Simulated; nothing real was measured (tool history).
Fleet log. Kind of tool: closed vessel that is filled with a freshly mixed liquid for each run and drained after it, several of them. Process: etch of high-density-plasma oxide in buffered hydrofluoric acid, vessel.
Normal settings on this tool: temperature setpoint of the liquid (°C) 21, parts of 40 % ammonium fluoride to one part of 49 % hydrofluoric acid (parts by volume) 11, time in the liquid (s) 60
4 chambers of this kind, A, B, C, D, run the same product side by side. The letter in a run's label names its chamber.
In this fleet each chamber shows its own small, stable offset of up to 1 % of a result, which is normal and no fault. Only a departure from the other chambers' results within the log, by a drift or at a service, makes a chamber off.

| run | hour | temperature setpoint of the liquid (°C) | parts of 40 % ammonium fluoride to one part of 49 % hydrofluoric acid (parts by volume) | time in the liquid (s) | hours since the thermometer was replaced | hours since the hydrofluoric acid flow meter was replaced | read-back film thickness of the high-density-plasma oxide reference wafer, read on the same gauge (nm) | thickness taken off the high-density-plasma oxide on a monitor wafer (Å) |
|---|---|---|---|---|---|---|---|---|
| 1D | 6.3 | 21 | 11 | 60 | 454.2 | 896.4 | 30.001 | 785.25 |
| 2B | 13.7 | 21 | 11 | 60 | 243.6 | 439.7 | 29.996 | 774.34 |
| 3C | 18.1 | 21 | 11 | 60 | 236.7 | 238.7 | 29.991 | 788.02 |
| 4A | 23.5 | 21 | 11 | 60 | 1947 | 631.2 | 30.005 | 798.3 |
| 5A | 28.2 | 21 | 11 | 60 | 1951.7 | 635.9 | 30.016 | 794.66 |
| 6C | 32.9 | 21 | 11 | 60 | 251.5 | 253.5 | 30.012 | 771.95 |
| 7B | 37.5 | 19.5 | 11 | 30 | 267.4 | 463.5 | 29.982 | 362.35 |
| 8D | 43.9 | 19.5 | 11 | 30 | 491.8 | 934 | 29.992 | 365.52 |
| 9B | 47.7 | 19.5 | 11 | 30 | 277.6 | 473.7 | 29.998 | 366.58 |
| 10C | 55 | 19.5 | 11 | 30 | 273.6 | 275.6 | 30.009 | 356.46 |
| 11D | 59.7 | 17.5 | 15 | 60 | 507.6 | 949.8 | 29.974 | 477.5 |
| 12A | 65 | 17.5 | 15 | 60 | 1988.5 | 672.7 | 30.005 | 497.48 |
| 13B | 70.5 | 17.5 | 15 | 60 | 300.4 | 496.5 | 29.997 | 475.97 |
| 14A | 77.5 | 17.5 | 15 | 60 | 2001 | 685.2 | 30.007 | 489.88 |
| 15C | 84.2 | 21 | 11 | 60 | 302.8 | 304.8 | 30.001 | 793.48 |
|  | 87.8 | chamber D: thermometer replaced |
| 16D | 88 | 21 | 11 | 60 | 0.2 | 978.1 | 29.997 | 788.67 |
| 17D | 95 | 21 | 11 | 60 | 7.2 | 985.1 | 30.04 | 779.9 |
| 18A | 100.1 | 21 | 11 | 60 | 2023.6 | 707.8 | 29.976 | 829.21 |
|  | 102.6 | chamber D: hydrofluoric acid flow meter replaced |
| 19B | 105.1 | 21 | 11 | 60 | 335 | 531.1 | 29.998 | 773.29 |
| 20C | 111.9 | 21 | 11 | 60 | 330.5 | 332.5 | 30.01 | 789.94 |
| 21D | 115.6 | 17 | 11 | 85 | 27.8 | 13 | 30.004 | 897.84 |
| 22B | 120.1 | 17 | 11 | 85 | 350 | 546.1 | 30.003 | 896.74 |
| 23A | 125.2 | 17 | 11 | 85 | 2048.7 | 732.9 | 30.001 | 955.82 |
| 24C | 132.9 | 17 | 11 | 85 | 351.5 | 353.5 | 29.997 | 892.02 |

Each of the 4 chambers runs these same settings next. Fill in every chamber's results:
| 25A | 138.5 | 23 | 11 | 60 |  |  |  | ? |
| 25B | 138.5 | 23 | 11 | 60 |  |  |  | ? |
| 25C | 138.5 | 23 | 11 | 60 |  |  |  | ? |
| 25D | 138.5 | 23 | 11 | 60 |  |  |  | ? |

| run | thickness taken off the high-density-plasma oxide on a monitor wafer (Å) |
|---|---|
| 25A | 956.45 |
| 25B | 878.07 |
| 25C | 884.88 |
| 25D | 887.93 |
